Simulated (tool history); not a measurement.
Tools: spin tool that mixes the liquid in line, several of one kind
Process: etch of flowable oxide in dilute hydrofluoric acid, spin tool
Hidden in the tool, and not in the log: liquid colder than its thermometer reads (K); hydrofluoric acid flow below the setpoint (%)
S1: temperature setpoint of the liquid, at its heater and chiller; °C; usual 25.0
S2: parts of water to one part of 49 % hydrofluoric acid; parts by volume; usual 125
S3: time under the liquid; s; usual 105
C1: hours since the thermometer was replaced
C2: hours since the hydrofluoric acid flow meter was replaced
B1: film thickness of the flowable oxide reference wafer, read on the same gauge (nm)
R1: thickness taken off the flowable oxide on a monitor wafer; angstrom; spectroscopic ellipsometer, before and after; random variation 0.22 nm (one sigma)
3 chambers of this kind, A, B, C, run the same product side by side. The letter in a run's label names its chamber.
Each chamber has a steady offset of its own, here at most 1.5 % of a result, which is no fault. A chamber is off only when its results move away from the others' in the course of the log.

| run | hour | S1 | S2 | S3 | C1 | C2 | B1 | R1 |
|---|---|---|---|---|---|---|---|---|
| 1C | 4.5 | 25.0 | 125 | 105 | 1273.4 | 955.9 | 70.024 | 258.58 |
| 2B | 7.1 | 25.0 | 125 | 105 | 475.6 | 1875.4 | 70.006 | 270.33 |
| 3A | 11.7 | 25.0 | 125 | 105 | 1574.1 | 385.8 | 70.011 | 261.65 |
| 4C | 16.0 | 25.0 | 125 | 105 | 1284.9 | 967.4 | 70.033 | 260.38 |
| 5A | 20.2 | 25.0 | 125 | 105 | 1582.6 | 394.3 | 69.986 | 259.40 |
| 6B | 23.1 | 25.0 | 125 | 105 | 491.6 | 1891.4 | 70.036 | 266.64 |
| 7B | 28.4 | 25.0 | 125 | 105 | 496.9 | 1896.7 | 70.032 | 268.40 |
| 8C | 33.6 | 25.0 | 125 | 105 | 1302.5 | 985.0 | 69.996 | 261.31 |
| 9A | 38.7 | 25.0 | 145 | 50 | 1601.1 | 412.8 | 69.970 | 106.44 |
| 10B | 41.2 | 25.0 | 145 | 50 | 509.7 | 1909.5 | 69.999 | 105.78 |
| 11C | 44.3 | 25.0 | 145 | 50 | 1313.2 | 995.7 | 70.046 | 104.09 |
| 12A | 47.4 | 25.0 | 125 | 105 | 1609.8 | 421.5 | 70.017 | 264.32 |
| 13A | 52.7 | 25.0 | 125 | 105 | 1615.1 | 426.8 | 69.973 | 261.59 |
| 14C | 55.0 | 25.0 | 125 | 105 | 1323.9 | 1006.4 | 70.068 | 262.26 |
| 15B | 59.2 | 25.0 | 125 | 105 | 527.7 | 1927.5 | 69.999 | 267.21 |
| 16C | 63.3 | 25.0 | 125 | 105 | 1332.2 | 1014.7 | 70.003 | 262.00 |
| 17A | 67.2 | 25.0 | 125 | 105 | 1629.6 | 441.3 | 70.015 | 260.84 |
| 18B | 71.1 | 25.0 | 75 | 105 | 539.6 | 1939.4 | 69.992 | 478.64 |
| 19C | 75.2 | 25.0 | 75 | 105 | 1344.1 | 1026.6 | 69.947 | 465.65 |
| 20A | 79.5 | 25.0 | 75 | 105 | 1641.9 | 453.6 | 70.009 | 460.22 |
| 21B | 83.0 | 25.0 | 125 | 105 | 551.5 | 1951.3 | 70.003 | 266.40 |
| 22A | 87.6 | 25.0 | 125 | 105 | 1650.0 | 461.7 | 69.964 | 254.60 |
| 23B | 91.2 | 25.0 | 125 | 105 | 559.7 | 1959.5 | 70.025 | 262.73 |
| 24C | 95.6 | 25.0 | 125 | 75 | 1364.5 | 1047.0 | 69.945 | 184.81 |
| 25A | 100.1 | 25.0 | 125 | 75 | 1662.5 | 474.2 | 69.968 | 178.96 |
| 26C | 102.7 | 25.0 | 125 | 75 | 1371.6 | 1054.1 | 70.002 | 186.10 |
| 27B | 107.0 | 25.0 | 125 | 105 | 575.5 | 1975.3 | 70.000 | 264.78 |
| 28C | 110.9 | 25.0 | 125 | 105 | 1379.8 | 1062.3 | 70.066 | 258.12 |
| 29B | 114.0 | 25.0 | 125 | 105 | 582.5 | 1982.3 | 69.998 | 262.14 |
| 30A | 117.1 | 25.0 | 125 | 105 | 1679.5 | 491.2 | 70.022 | 248.73 |
| 31C | 121.9 | 25.0 | 125 | 105 | 1390.8 | 1073.3 | 70.039 | 260.56 |
| 32A | 125.8 | 25.0 | 125 | 105 | 1688.2 | 499.9 | 70.022 | 246.44 |
| 33B | 129.2 | 25.0 | 125 | 105 | 597.7 | 1997.5 | 70.036 | 265.12 |
| 34C | 132.3 | 25.0 | 125 | 105 | 1401.2 | 1083.7 | 69.997 | 259.73 |
|  | 134.0 | chamber C: thermometer replaced |
| 35A | 136.9 | 25.0 | 125 | 105 | 1699.3 | 511.0 | 69.994 | 242.66 |
| 36B | 140.1 | 25.0 | 125 | 105 | 608.6 | 2008.4 | 70.015 | 267.26 |
| 37C | 143.6 | 25.0 | 125 | 105 | 9.6 | 1095.0 | 70.010 | 264.20 |
| 38B | 148.3 | 29.5 | 70 | 105 | 616.8 | 2016.6 | 70.075 | 614.79 |
| 39A | 153.0 | 29.5 | 70 | 105 | 1715.4 | 527.1 | 70.056 | 548.57 |
| 40C | 156.2 | 29.5 | 70 | 105 | 22.2 | 1107.6 | 69.976 | 604.06 |
| 41A | 159.0 | 25.0 | 125 | 105 | 1721.4 | 533.1 | 70.011 | 235.43 |
| 42B | 164.2 | 25.0 | 105 | 130 | 632.7 | 2032.5 | 70.040 | 402.92 |

What goes on in this fleet: one chamber off, a drifting gauge, or nothing beyond the chambers' own small offsets? Name the chamber and the cause, if any.

Chamber A drifts away from the others.
Cause: hydrofluoric acid flow below the setpoint (%) = 9.61.
The log may not tell that from: liquid colder than its thermometer reads (K).

Here are 4 candidates for chamber A's next run, each the usual settings with a change, their results left as question marks. Which one brings its results back in line with what the others give on the usual settings?
In line means no further than this from the other chambers' mean on the usual settings: R1 7.70 angstrom
| 43A-1 | 168.0 | 25.0 | 125 | 85 |  |  |  | ? |
| 43A-2 | 168.0 | 25.5 | 125 | 115 |  |  |  | ? |
| 43A-3 | 168.0 | 25.5 | 115 | 115 |  |  |  | ? |
| 43A-4 | 168.0 | 25.0 | 125 | 95 |  |  |  | ? |

The other chambers' mean on the usual settings: R1 262.54 angstrom
| run | R1 |
|---|---|
| 43A-1 | 189.59 |
| 43A-2 | 261.53 |
| 43A-3 | 287.99 |
| 43A-4 | 211.89 |
43A-2 brings the chamber back in line.
